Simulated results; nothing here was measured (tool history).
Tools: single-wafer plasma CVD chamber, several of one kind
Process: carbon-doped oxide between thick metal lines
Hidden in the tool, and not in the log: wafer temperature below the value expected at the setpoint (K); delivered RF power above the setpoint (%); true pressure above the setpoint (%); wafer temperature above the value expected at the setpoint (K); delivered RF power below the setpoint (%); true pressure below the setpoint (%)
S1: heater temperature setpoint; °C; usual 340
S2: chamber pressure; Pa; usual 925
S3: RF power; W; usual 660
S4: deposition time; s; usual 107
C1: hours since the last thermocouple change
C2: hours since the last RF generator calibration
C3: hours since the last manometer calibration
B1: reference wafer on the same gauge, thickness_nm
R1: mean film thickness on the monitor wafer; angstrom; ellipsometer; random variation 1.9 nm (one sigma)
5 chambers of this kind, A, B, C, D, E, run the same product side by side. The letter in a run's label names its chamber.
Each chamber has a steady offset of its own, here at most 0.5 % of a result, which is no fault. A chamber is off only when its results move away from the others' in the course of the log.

run 1D hour=6.4 | S1=340 S2=925 S3=660 S4=107 | C1=182.3 C2=150.3 C3=1358.9 | B1=673.00 | R1=6836.3
run 2E hour=11.0 | S1=340 S2=925 S3=660 S4=107 | C1=1214.3 C2=2504.9 C3=1316.6 | B1=673.26 | R1=6801.5
run 3B hour=15.1 | S1=340 S2=925 S3=660 S4=107 | C1=559.7 C2=440.3 C3=1077.9 | B1=673.41 | R1=6859.7
run 4C hour=21.4 | S1=340 S2=925 S3=660 S4=107 | C1=1655.7 C2=1135.8 C3=1834.4 | B1=672.98 | R1=6812.5
run 5A hour=25.6 | S1=340 S2=925 S3=660 S4=107 | C1=309.0 C2=167.6 C3=558.3 | B1=673.17 | R1=6820.6
run 6A hour=28.9 | S1=340 S2=925 S3=660 S4=107 | C1=312.3 C2=170.9 C3=561.6 | B1=673.19 | R1=6828.4
run 7B hour=35.9 | S1=340 S2=925 S3=660 S4=107 | C1=580.5 C2=461.1 C3=1098.7 | B1=673.02 | R1=6839.1
run 8C hour=43.3 | S1=340 S2=925 S3=660 S4=107 | C1=1677.6 C2=1157.7 C3=1856.3 | B1=673.06 | R1=6774.3
run 9E hour=48.2 | S1=326 S2=731 S3=660 S4=107 | C1=1251.5 C2=2542.1 C3=1353.8 | B1=673.11 | R1=6952.1
run 10D hour=55.5 | S1=326 S2=731 S3=660 S4=107 | C1=231.4 C2=199.4 C3=1408.0 | B1=672.94 | R1=6941.0
run 11B hour=61.7 | S1=326 S2=731 S3=660 S4=107 | C1=606.3 C2=486.9 C3=1124.5 | B1=672.57 | R1=6929.1
run 12D hour=67.0 | S1=326 S2=731 S3=660 S4=107 | C1=242.9 C2=210.9 C3=1419.5 | B1=672.73 | R1=6923.8
run 13C hour=72.4 | S1=326 S2=731 S3=660 S4=107 | C1=1706.7 C2=1186.8 C3=1885.4 | B1=673.41 | R1=6921.7
run 14A hour=77.0 | S1=340 S2=1035 S3=620 S4=107 | C1=360.4 C2=219.0 C3=609.7 | B1=673.28 | R1=6633.5
run 15E hour=81.6 | S1=340 S2=1035 S3=620 S4=107 | C1=1284.9 C2=2575.5 C3=1387.2 | B1=673.11 | R1=6633.9
run 16C hour=85.0 | S1=340 S2=1035 S3=620 S4=107 | C1=1719.3 C2=1199.4 C3=1898.0 | B1=672.98 | R1=6616.0
run 17E hour=90.4 | S1=340 S2=1035 S3=620 S4=107 | C1=1293.7 C2=2584.3 C3=1396.0 | B1=673.44 | R1=6600.5
run 18B hour=94.7 | S1=340 S2=1035 S3=620 S4=107 | C1=639.3 C2=519.9 C3=1157.5 | B1=673.64 | R1=6669.4
run 19D hour=100.6 | S1=340 S2=925 S3=660 S4=107 | C1=276.5 C2=244.5 C3=1453.1 | B1=673.37 | R1=6871.6
run 20A hour=107.4 | S1=340 S2=925 S3=660 S4=107 | C1=390.8 C2=249.4 C3=640.1 | B1=673.21 | R1=6821.2
run 21E hour=112.9 | S1=340 S2=925 S3=660 S4=107 | C1=1316.2 C2=2606.8 C3=1418.5 | B1=672.91 | R1=6783.9
run 22B hour=119.1 | S1=340 S2=925 S3=660 S4=107 | C1=663.7 C2=544.3 C3=1181.9 | B1=672.77 | R1=6807.7
run 23D hour=122.6 | S1=340 S2=925 S3=660 S4=107 | C1=298.5 C2=266.5 C3=1475.1 | B1=672.66 | R1=6808.1
run 24A hour=126.6 | S1=340 S2=925 S3=660 S4=107 | C1=410.0 C2=268.6 C3=659.3 | B1=672.49 | R1=6845.2
run 25C hour=132.2 | S1=340 S2=925 S3=660 S4=107 | C1=1766.5 C2=1246.6 C3=1945.2 | B1=672.99 | R1=6745.7
run 26D hour=135.7 | S1=340 S2=925 S3=660 S4=107 | C1=311.6 C2=279.6 C3=1488.2 | B1=672.74 | R1=6819.1
run 27B hour=139.6 | S1=340 S2=925 S3=660 S4=107 | C1=684.2 C2=564.8 C3=1202.4 | B1=673.31 | R1=6769.0
run 28E hour=146.7 | S1=340 S2=925 S3=660 S4=107 | C1=1350.0 C2=2640.6 C3=1452.3 | B1=673.08 | R1=6811.3
-- hour=149.7 chamber C: thermocouple changed; heater temperature recalibrated
run 29A hour=150.8 | S1=340 S2=925 S3=660 S4=107 | C1=434.2 C2=292.8 C3=683.5 | B1=672.79 | R1=6854.0
run 30C hour=157.1 | S1=340 S2=925 S3=660 S4=107 | C1=7.4 C2=1271.5 C3=1970.1 | B1=673.52 | R1=6798.6
run 31A hour=160.6 | S1=340 S2=925 S3=660 S4=107 | C1=444.0 C2=302.6 C3=693.3 | B1=673.03 | R1=6832.0
run 32D hour=165.2 | S1=340 S2=925 S3=660 S4=107 | C1=341.1 C2=309.1 C3=1517.7 | B1=672.95 | R1=6833.3
-- hour=171.4 chamber E: thermocouple changed; heater temperature recalibrated
run 33C hour=171.4 | S1=340 S2=925 S3=660 S4=107 | C1=21.7 C2=1285.8 C3=1984.4 | B1=672.89 | R1=6823.7
run 34E hour=176.3 | S1=340 S2=925 S3=660 S4=107 | C1=4.9 C2=2670.2 C3=1481.9 | B1=673.18 | R1=6832.4
run 35B hour=181.7 | S1=340 S2=925 S3=660 S4=107 | C1=726.3 C2=606.9 C3=1244.5 | B1=672.59 | R1=6695.6
run 36C hour=189.0 | S1=340 S2=925 S3=660 S4=107 | C1=39.3 C2=1303.4 C3=2002.0 | B1=673.53 | R1=6779.5
run 37E hour=193.0 | S1=340 S2=925 S3=660 S4=107 | C1=21.6 C2=2686.9 C3=1498.6 | B1=673.12 | R1=6841.1
run 38A hour=199.6 | S1=340 S2=925 S3=660 S4=107 | C1=483.0 C2=341.6 C3=732.3 | B1=673.59 | R1=6843.4
run 39B hour=207.0 | S1=340 S2=925 S3=660 S4=107 | C1=751.6 C2=632.2 C3=1269.8 | B1=673.40 | R1=6665.5
run 40D hour=212.7 | S1=340 S2=925 S3=660 S4=107 | C1=388.6 C2=356.6 C3=1565.2 | B1=673.19 | R1=6828.4
run 41A hour=217.6 | S1=340 S2=925 S3=610 S4=93 | C1=501.0 C2=359.6 C3=750.3 | B1=672.68 | R1=5657.2

Is one chamber off against the others, does the gauge drift, or is nothing wrong? If a chamber is off, say which, and what the likeliest cause is.

Chamber B drifts away from the others.
Cause: delivered RF power below the setpoint (%) = 5.67.

Here are 4 candidates for chamber B's next run, each the usual settings with a change, their results left as question marks. Which one brings its results back in line with what the others give on the usual settings?
In line means no further than this from the other chambers' mean on the usual settings: R1 65.0 angstrom
run 42B-1 hour=223.0 | S1=341 S2=917 S3=630 S4=107 | R1=?
run 42B-2 hour=223.0 | S1=340 S2=928 S3=670 S4=109 | R1=?
run 42B-3 hour=223.0 | S1=342 S2=912 S3=615 S4=107 | R1=?
run 42B-4 hour=223.0 | S1=340 S2=925 S3=715 S4=107 | R1=?

The other chambers' mean on the usual settings: R1 6820.2 angstrom
run=42B-1 R1=6415.8
run=42B-2 R1=6795.8
run=42B-3 R1=6307.4
run=42B-4 R1=6921.7
42B-2 brings the chamber back in line.
